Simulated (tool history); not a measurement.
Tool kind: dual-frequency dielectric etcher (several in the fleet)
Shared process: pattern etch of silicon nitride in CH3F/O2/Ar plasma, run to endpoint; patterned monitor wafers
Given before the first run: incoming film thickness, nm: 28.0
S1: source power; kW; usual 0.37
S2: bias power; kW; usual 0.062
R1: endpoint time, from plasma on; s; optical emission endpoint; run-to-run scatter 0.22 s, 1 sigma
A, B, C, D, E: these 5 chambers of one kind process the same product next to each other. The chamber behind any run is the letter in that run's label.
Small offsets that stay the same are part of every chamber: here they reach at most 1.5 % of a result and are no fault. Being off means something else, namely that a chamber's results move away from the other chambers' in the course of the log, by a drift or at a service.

| run | hour | S1 | S2 | R1 |
|---|---|---|---|---|
| 1A | 5.4 | 0.37 | 0.062 | 44.334 |
| 2B | 10.1 | 0.37 | 0.062 | 43.743 |
| 3D | 15.7 | 0.37 | 0.062 | 43.368 |
| 4C | 24.5 | 0.37 | 0.062 | 43.497 |
| 5E | 29.4 | 0.37 | 0.062 | 43.527 |
| 6A | 36.8 | 0.37 | 0.053 | 46.643 |
| 7D | 45.2 | 0.37 | 0.053 | 45.976 |
|  | 49.8 | chamber E: wet clean of the chamber |
| 8C | 51.2 | 0.37 | 0.053 | 46.073 |
| 9B | 59.6 | 0.37 | 0.053 | 45.959 |
| 10E | 66.1 | 0.37 | 0.053 | 46.15 |
| 11D | 73.5 | 0.37 | 0.062 | 43.548 |
| 12B | 80.3 | 0.42 | 0.07 | 40.136 |
| 13A | 85 | 0.42 | 0.07 | 40.521 |
| 14C | 89.8 | 0.42 | 0.07 | 39.744 |
|  | 93.6 | chamber B: source power generator calibrated |
| 15E | 95.8 | 0.42 | 0.07 | 40.098 |
| 16E | 101.7 | 0.42 | 0.07 | 40.336 |
| 17A | 108.8 | 0.37 | 0.062 | 44.457 |
| 18B | 114.1 | 0.37 | 0.062 | 43.455 |
| 19D | 122.6 | 0.37 | 0.062 | 43.928 |
| 20C | 130.3 | 0.37 | 0.062 | 43.331 |
| 21C | 139.1 | 0.37 | 0.062 | 43.671 |
| 22B | 144.1 | 0.37 | 0.062 | 43.547 |
| 23E | 148 | 0.37 | 0.062 | 44.004 |
| 24A | 153.5 | 0.37 | 0.062 | 44.624 |
| 25D | 159.6 | 0.37 | 0.068 | 42.614 |
|  | 166 | chamber B: wet clean of the chamber |
| 26A | 167.2 | 0.37 | 0.068 | 43.376 |
| 27D | 174 | 0.37 | 0.068 | 42.436 |
| 28E | 178.3 | 0.37 | 0.068 | 42.742 |
| 29C | 184 | 0.37 | 0.068 | 42.431 |
| 30B | 191.6 | 0.37 | 0.062 | 43.317 |
| 31A | 199.4 | 0.37 | 0.062 | 44.663 |
| 32D | 203.8 | 0.37 | 0.062 | 44.197 |

Predict what each chamber gives when all 5 of them run the settings below next.
| 33A | 210.2 | 0.37 | 0.069 | ? |
| 33B | 210.2 | 0.37 | 0.069 | ? |
| 33C | 210.2 | 0.37 | 0.069 | ? |
| 33D | 210.2 | 0.37 | 0.069 | ? |
| 33E | 210.2 | 0.37 | 0.069 | ? |

| run | R1 |
|---|---|
| 33A | 42.932 |
| 33B | 41.97 |
| 33C | 41.744 |
| 33D | 42.471 |
| 33E | 42.037 |

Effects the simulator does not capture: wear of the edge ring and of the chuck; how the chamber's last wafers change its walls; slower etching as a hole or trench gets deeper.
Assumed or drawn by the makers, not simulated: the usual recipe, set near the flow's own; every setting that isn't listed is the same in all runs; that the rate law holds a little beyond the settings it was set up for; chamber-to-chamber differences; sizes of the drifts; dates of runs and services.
